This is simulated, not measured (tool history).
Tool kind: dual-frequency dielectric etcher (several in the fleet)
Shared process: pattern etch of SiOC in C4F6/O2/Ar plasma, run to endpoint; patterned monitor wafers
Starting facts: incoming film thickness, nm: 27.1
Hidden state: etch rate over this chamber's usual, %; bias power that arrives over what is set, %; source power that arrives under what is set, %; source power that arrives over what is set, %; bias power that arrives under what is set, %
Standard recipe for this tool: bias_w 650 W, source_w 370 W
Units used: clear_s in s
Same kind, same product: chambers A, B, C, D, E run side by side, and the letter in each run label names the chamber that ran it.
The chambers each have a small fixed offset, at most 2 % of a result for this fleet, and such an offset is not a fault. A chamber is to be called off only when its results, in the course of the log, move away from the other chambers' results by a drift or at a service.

run,hour,bias_w,source_w,hours since the last wet clean,hours since the last bias power generator calibration,hours since the last source power generator calibration,clear_s
# hour 0.4: chamber D: wet clean of the chamber
1A,6.1,650,370,304.9,1537.4,1483.0,8.5193
2D,11.8,650,370,11.5,52.5,263.9,8.4692
3B,16.4,650,370,323.8,750.5,2255.0,8.4527
4E,20.0,650,370,297.1,1237.0,1225.3,8.4363
5C,23.7,650,370,223.3,433.5,1547.9,8.3970
6E,27.5,650,370,304.6,1244.5,1232.8,8.3586
7D,34.5,650,370,34.2,75.2,286.6,8.4113
8B,37.8,650,370,345.2,771.9,2276.4,8.5042
9A,42.5,527,340,341.3,1573.8,1519.4,9.5190
10C,47.3,527,340,246.9,457.1,1571.5,9.3788
11E,51.8,527,340,328.9,1268.8,1257.1,9.3879
12D,56.7,527,340,56.4,97.4,308.8,9.4802
# hour 61.4: chamber B: wet clean of the chamber
13C,61.6,527,340,261.2,471.4,1585.8,9.3529
14A,65.5,650,370,364.3,1596.8,1542.4,8.4552
15B,69.8,650,370,8.4,803.9,2308.4,8.4671
# hour 71.9: chamber A: wet clean of the chamber
16E,75.0,650,430,352.1,1292.0,1280.3,7.9751
17D,80.2,650,430,79.9,120.9,332.3,7.8636
18A,85.4,650,430,13.5,1616.7,1562.3,8.0402
19B,89.8,650,430,28.4,823.9,2328.4,8.0334
20C,93.0,650,430,292.6,502.8,1617.2,7.8954
21B,97.7,650,370,36.3,831.8,2336.3,8.5089
22A,102.3,650,370,30.4,1633.6,1579.2,8.4057
23D,108.8,650,370,108.5,149.5,360.9,8.4828
24E,113.9,650,370,391.0,1330.9,1319.2,8.4393
25C,117.5,650,370,317.1,527.3,1641.7,8.2946
26D,123.6,650,440,123.3,164.3,375.7,7.8835
27E,128.5,650,440,405.6,1345.5,1333.8,7.8613
28C,133.2,650,440,332.8,543.0,1657.4,7.8383
29A,138.1,650,440,66.2,1669.4,1615.0,7.9378
30B,143.7,650,440,82.3,877.8,2382.3,7.9309
31B,147.3,650,370,85.9,881.4,2385.9,8.5769
32C,152.1,650,370,351.7,561.9,1676.3,8.2839
33E,159.5,650,370,436.6,1376.5,1364.8,8.4150
34A,162.9,650,370,91.0,1694.2,1639.8,8.5824
35D,169.4,650,370,169.1,210.1,421.5,8.3522

All 5 chambers run these settings next. Forecast each chamber's results:
36A,174.7,650,370,,,,?
36B,174.7,650,370,,,,?
36C,174.7,650,370,,,,?
36D,174.7,650,370,,,,?
36E,174.7,650,370,,,,?

run,clear_s
36A,8.4452
36B,8.5274
36C,8.3295
36D,8.3666
36E,8.3729
